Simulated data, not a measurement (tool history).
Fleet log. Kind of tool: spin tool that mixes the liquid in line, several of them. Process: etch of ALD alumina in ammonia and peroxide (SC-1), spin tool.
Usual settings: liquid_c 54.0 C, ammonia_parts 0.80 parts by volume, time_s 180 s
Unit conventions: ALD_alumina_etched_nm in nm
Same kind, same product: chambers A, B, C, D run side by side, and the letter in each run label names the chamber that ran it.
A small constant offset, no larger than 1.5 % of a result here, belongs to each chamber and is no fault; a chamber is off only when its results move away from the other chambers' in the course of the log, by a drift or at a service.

run	hour	liquid_c	ammonia_parts	time_s	read-back film thickness of the ALD alumina reference wafer, read on the same gauge (nm)	ALD_alumina_etched_nm
1B	8.7	54.0	0.80	180	39.987	8.6725
2D	19.2	54.0	0.80	180	40.042	8.5475
3A	28.6	54.0	0.80	180	39.996	8.6482
4C	33.9	54.0	0.80	180	40.007	8.6039
5C	43.7	54.0	0.80	180	39.962	8.5728
6D	49.9	54.0	0.80	180	40.010	8.5945
7B	58.3	54.0	0.80	180	39.999	8.6468
8A	63.4	54.0	1.20	180	39.971	9.0871
# hour 64.3: chamber C: new drum of ammonia solution connected
9A	70.3	54.0	1.20	180	40.000	9.0183
10D	76.2	54.0	1.20	180	40.015	8.9967
# hour 80.6: chamber A: new drum of ammonia solution connected
11C	81.0	54.0	1.20	180	39.974	9.0454
12B	91.3	54.0	0.80	180	39.997	8.6200
13C	96.7	54.0	0.80	180	40.003	8.6514
14B	104.9	54.0	0.80	180	39.973	8.6245
15A	112.1	54.0	0.80	180	40.025	8.8150
16D	119.5	54.0	0.80	180	40.027	8.5834
17A	127.8	54.0	0.80	180	39.998	8.7600
18C	135.4	54.0	0.80	230	40.024	11.0080
19B	146.4	54.0	0.80	230	40.003	10.9320
20D	152.0	54.0	0.80	230	39.972	10.9130
# hour 154.4: chamber C: ammonia flow meter replaced
21D	159.2	54.0	0.80	230	39.976	10.9050
22A	165.5	54.0	0.80	180	40.014	8.7195
23C	175.9	54.0	0.80	180	40.009	8.6709
24B	183.6	62.5	0.80	225	39.984	16.4520
25C	190.0	62.5	0.80	225	40.028	16.6130
26A	198.6	62.5	0.80	225	39.991	16.9400
27D	203.9	62.5	0.80	225	39.997	16.4840
28B	213.4	54.0	0.80	180	39.988	8.6412
# hour 221.2: chamber B: new drum of ammonia solution connected
29B	221.6	54.0	0.95	180	40.045	8.6892
30A	227.5	54.0	0.95	180	40.013	8.9240
31C	238.2	54.0	0.95	180	39.988	8.8080
32D	246.7	54.0	0.95	180	39.998	8.7845
33D	252.3	54.0	0.80	180	39.983	8.5350
34C	260.7	54.0	0.80	180	40.012	8.5563
35B	269.1	54.0	0.80	180	40.030	8.5742
36A	274.2	54.0	0.80	180	39.975	8.7530
37A	284.1	54.0	0.80	180	39.987	8.7217
38C	290.8	54.0	0.80	180	39.971	8.6060

For the next run the whole fleet of 4 chambers uses the same settings. Give each chamber's results:
39A	298.8	54.0	0.80	180		?
39B	298.8	54.0	0.80	180		?
39C	298.8	54.0	0.80	180		?
39D	298.8	54.0	0.80	180		?

run	ALD_alumina_etched_nm
39A	8.6799
39B	8.6631
39C	8.6227
39D	8.5181

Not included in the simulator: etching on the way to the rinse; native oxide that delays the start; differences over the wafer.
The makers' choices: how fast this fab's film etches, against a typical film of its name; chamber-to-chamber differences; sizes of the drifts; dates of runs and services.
